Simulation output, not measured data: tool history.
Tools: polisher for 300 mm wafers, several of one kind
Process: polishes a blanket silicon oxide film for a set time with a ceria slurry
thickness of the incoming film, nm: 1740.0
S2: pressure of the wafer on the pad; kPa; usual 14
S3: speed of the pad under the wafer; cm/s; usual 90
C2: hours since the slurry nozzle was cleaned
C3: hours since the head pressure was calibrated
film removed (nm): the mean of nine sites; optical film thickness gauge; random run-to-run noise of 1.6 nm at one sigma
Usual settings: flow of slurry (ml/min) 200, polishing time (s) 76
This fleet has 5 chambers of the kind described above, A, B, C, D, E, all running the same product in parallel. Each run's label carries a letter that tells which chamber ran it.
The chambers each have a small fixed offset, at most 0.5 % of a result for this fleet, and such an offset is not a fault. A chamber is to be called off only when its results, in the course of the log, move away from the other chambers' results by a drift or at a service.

run 1D day=0.400 | flow_of_slurry_(ml/min)=200 S2=14 S3=90 polishing_time_(s)=76 | wafers_polished_on_this_pad=883 C2=16.6 C3=1115.1 | film_removed_(nm)=179.76
-- day=0.462 chamber E: worn pad replaced by a new one
run 2B day=0.746 | flow_of_slurry_(ml/min)=200 S2=14 S3=90 polishing_time_(s)=76 | wafers_polished_on_this_pad=253 C2=424.1 C3=137.6 | film_removed_(nm)=180.00
-- day=1.096 chamber C: head pressure recalibrated
run 3A day=1.196 | flow_of_slurry_(ml/min)=200 S2=14 S3=90 polishing_time_(s)=76 | wafers_polished_on_this_pad=369 C2=211.9 C3=397.8 | film_removed_(nm)=181.32
run 4C day=1.642 | flow_of_slurry_(ml/min)=200 S2=14 S3=90 polishing_time_(s)=76 | wafers_polished_on_this_pad=709 C2=350.6 C3=13.1 | film_removed_(nm)=181.68
run 5E day=1.962 | flow_of_slurry_(ml/min)=200 S2=14 S3=90 polishing_time_(s)=76 | wafers_polished_on_this_pad=396 C2=104.5 C3=554.0 | film_removed_(nm)=177.68
-- day=2.038 chamber C: worn pad replaced by a new one
run 6A day=2.308 | flow_of_slurry_(ml/min)=200 S2=14 S3=90 polishing_time_(s)=76 | wafers_polished_on_this_pad=663 C2=238.6 C3=424.5 | film_removed_(nm)=179.10
-- day=2.896 chamber E: head pressure recalibrated
run 7C day=2.992 | flow_of_slurry_(ml/min)=200 S2=14 S3=90 polishing_time_(s)=76 | wafers_polished_on_this_pad=252 C2=383.0 C3=45.5 | film_removed_(nm)=182.86
-- day=3.108 chamber B: slurry nozzle cleaned
-- day=3.179 chamber D: worn pad replaced by a new one
run 8B day=3.396 | flow_of_slurry_(ml/min)=200 S2=14 S3=90 polishing_time_(s)=76 | wafers_polished_on_this_pad=953 C2=6.9 C3=201.2 | film_removed_(nm)=179.36
-- day=3.512 chamber B: worn pad replaced by a new one
-- day=3.633 chamber A: slurry nozzle cleaned
run 9E day=3.762 | flow_of_slurry_(ml/min)=235 S2=14 S3=90 polishing_time_(s)=76 | wafers_polished_on_this_pad=871 C2=147.7 C3=20.9 | film_removed_(nm)=181.99
-- day=3.892 chamber A: worn pad replaced by a new one
-- day=4.121 chamber E: worn pad replaced by a new one
run 10D day=4.354 | flow_of_slurry_(ml/min)=235 S2=14 S3=90 polishing_time_(s)=76 | wafers_polished_on_this_pad=310 C2=111.5 C3=1210.0 | film_removed_(nm)=184.91
run 11C day=4.888 | flow_of_slurry_(ml/min)=235 S2=14 S3=90 polishing_time_(s)=76 | wafers_polished_on_this_pad=752 C2=428.5 C3=91.0 | film_removed_(nm)=181.53
run 12E day=5.338 | flow_of_slurry_(ml/min)=235 S2=14 S3=90 polishing_time_(s)=76 | wafers_polished_on_this_pad=321 C2=185.5 C3=58.7 | film_removed_(nm)=178.89
run 13B day=5.688 | flow_of_slurry_(ml/min)=235 S2=14 S3=90 polishing_time_(s)=76 | wafers_polished_on_this_pad=574 C2=61.9 C3=256.2 | film_removed_(nm)=183.18
-- day=5.717 chamber C: worn pad replaced by a new one
-- day=5.738 chamber E: slurry nozzle cleaned
run 14D day=6.050 | flow_of_slurry_(ml/min)=200 S2=14 S3=90 polishing_time_(s)=76 | wafers_polished_on_this_pad=758 C2=152.2 C3=1250.7 | film_removed_(nm)=181.95
-- day=6.596 chamber B: worn pad replaced by a new one
run 15A day=6.638 | flow_of_slurry_(ml/min)=200 S2=14 S3=90 polishing_time_(s)=76 | wafers_polished_on_this_pad=725 C2=72.1 C3=528.4 | film_removed_(nm)=178.95
-- day=6.675 chamber D: head pressure recalibrated
run 16D day=7.233 | flow_of_slurry_(ml/min)=200 S2=14 S3=90 polishing_time_(s)=76 | wafers_polished_on_this_pad=1070 C2=180.6 C3=13.5 | film_removed_(nm)=181.19
-- day=7.483 chamber E: worn pad replaced by a new one
-- day=7.746 chamber A: worn pad replaced by a new one
run 17C day=7.883 | flow_of_slurry_(ml/min)=200 S2=14 S3=90 polishing_time_(s)=76 | wafers_polished_on_this_pad=572 C2=500.4 C3=162.9 | film_removed_(nm)=178.25
run 18E day=8.567 | flow_of_slurry_(ml/min)=200 S2=14 S3=90 polishing_time_(s)=76 | wafers_polished_on_this_pad=287 C2=67.9 C3=136.2 | film_removed_(nm)=177.32
-- day=8.929 chamber D: worn pad replaced by a new one
-- day=8.933 chamber C: worn pad replaced by a new one
-- day=9.067 chamber D: slurry nozzle cleaned
run 19B day=9.221 | flow_of_slurry_(ml/min)=200 S2=14 S3=104 polishing_time_(s)=76 | wafers_polished_on_this_pad=693 C2=146.7 C3=341.0 | film_removed_(nm)=212.71
run 20A day=9.788 | flow_of_slurry_(ml/min)=200 S2=14 S3=104 polishing_time_(s)=76 | wafers_polished_on_this_pad=539 C2=147.7 C3=604.0 | film_removed_(nm)=206.14
-- day=9.858 chamber B: worn pad replaced by a new one
run 21B day=10.379 | flow_of_slurry_(ml/min)=200 S2=14 S3=104 polishing_time_(s)=76 | wafers_polished_on_this_pad=137 C2=174.5 C3=368.8 | film_removed_(nm)=212.41
run 22E day=10.958 | flow_of_slurry_(ml/min)=200 S2=14 S3=104 polishing_time_(s)=76 | wafers_polished_on_this_pad=918 C2=125.3 C3=193.6 | film_removed_(nm)=206.69
-- day=11.167 chamber E: worn pad replaced by a new one
-- day=11.258 chamber A: worn pad replaced by a new one
run 23D day=11.329 | flow_of_slurry_(ml/min)=200 S2=14 S3=104 polishing_time_(s)=76 | wafers_polished_on_this_pad=634 C2=54.3 C3=111.8 | film_removed_(nm)=207.92
run 24C day=11.658 | flow_of_slurry_(ml/min)=200 S2=14 S3=90 polishing_time_(s)=76 | wafers_polished_on_this_pad=720 C2=591.0 C3=253.5 | film_removed_(nm)=178.74
-- day=12.042 chamber C: worn pad replaced by a new one
run 25A day=12.075 | flow_of_slurry_(ml/min)=200 S2=14 S3=90 polishing_time_(s)=76 | wafers_polished_on_this_pad=215 C2=202.6 C3=658.9 | film_removed_(nm)=177.49
run 26A day=12.642 | flow_of_slurry_(ml/min)=200 S2=14 S3=90 polishing_time_(s)=76 | wafers_polished_on_this_pad=365 C2=216.2 C3=672.5 | film_removed_(nm)=179.50
-- day=13.088 chamber B: worn pad replaced by a new one
run 27C day=13.175 | flow_of_slurry_(ml/min)=200 S2=14 S3=90 polishing_time_(s)=76 | wafers_polished_on_this_pad=299 C2=627.4 C3=289.9 | film_removed_(nm)=180.90
run 28B day=13.508 | flow_of_slurry_(ml/min)=200 S2=14 S3=90 polishing_time_(s)=76 | wafers_polished_on_this_pad=111 C2=249.6 C3=443.9 | film_removed_(nm)=187.49
run 29E day=14.162 | flow_of_slurry_(ml/min)=200 S2=14 S3=90 polishing_time_(s)=76 | wafers_polished_on_this_pad=791 C2=202.2 C3=270.5 | film_removed_(nm)=177.66
-- day=14.225 chamber E: slurry nozzle cleaned
-- day=14.508 chamber E: worn pad replaced by a new one
run 30D day=14.700 | flow_of_slurry_(ml/min)=200 S2=14 S3=90 polishing_time_(s)=76 | wafers_polished_on_this_pad=1524 C2=135.2 C3=192.7 | film_removed_(nm)=178.05
run 31C day=15.271 | flow_of_slurry_(ml/min)=200 S2=14 S3=90 polishing_time_(s)=76 | wafers_polished_on_this_pad=853 C2=677.7 C3=340.2 | film_removed_(nm)=179.80
-- day=15.412 chamber A: slurry nozzle cleaned
-- day=15.704 chamber A: worn pad replaced by a new one
run 32E day=15.904 | flow_of_slurry_(ml/min)=200 S2=14 S3=90 polishing_time_(s)=76 | wafers_polished_on_this_pad=368 C2=40.3 C3=312.3 | film_removed_(nm)=176.92
run 33B day=16.529 | flow_of_slurry_(ml/min)=200 S2=14 S3=90 polishing_time_(s)=76 | wafers_polished_on_this_pad=909 C2=322.1 C3=516.4 | film_removed_(nm)=189.02
run 34A day=16.896 | flow_of_slurry_(ml/min)=200 S2=14 S3=90 polishing_time_(s)=95 | wafers_polished_on_this_pad=315 C2=35.7 C3=774.6 | film_removed_(nm)=223.57

One chamber off, gauge drift, or nothing amiss beyond the chambers' own small offsets? If it is a chamber, which one, and what is the likeliest cause?

One chamber, B, drifts off from the rest bit by bit.
Most likely cause: head's pressure above its setpoint, % = 6.26.

Which of the 4 candidates below, each the usual settings with something changed and its results left as question marks, puts chamber B back in line with what the other chambers give on the usual settings?
To be in line, a result may differ from the other chambers' mean on the usual settings by at most: film removed (nm) 5.60
run 35B-1 day=17.392 | flow_of_slurry_(ml/min)=200 S2=14.5 S3=90 polishing_time_(s)=76 | film_removed_(nm)=?
run 35B-2 day=17.392 | flow_of_slurry_(ml/min)=200 S2=13.1 S3=88 polishing_time_(s)=74 | film_removed_(nm)=?
run 35B-3 day=17.392 | flow_of_slurry_(ml/min)=200 S2=14.5 S3=96 polishing_time_(s)=76 | film_removed_(nm)=?
run 35B-4 day=17.392 | flow_of_slurry_(ml/min)=200 S2=13.8 S3=90 polishing_time_(s)=72 | film_removed_(nm)=?

The mean the other chambers reach with the usual settings: film removed (nm) 179.79
run=35B-1 film_removed_(nm)=199.21
run=35B-2 film_removed_(nm)=171.65
run=35B-3 film_removed_(nm)=212.64
run=35B-4 film_removed_(nm)=179.79
The right change is 35B-4: it brings the chamber back within the allowed miss of the others.

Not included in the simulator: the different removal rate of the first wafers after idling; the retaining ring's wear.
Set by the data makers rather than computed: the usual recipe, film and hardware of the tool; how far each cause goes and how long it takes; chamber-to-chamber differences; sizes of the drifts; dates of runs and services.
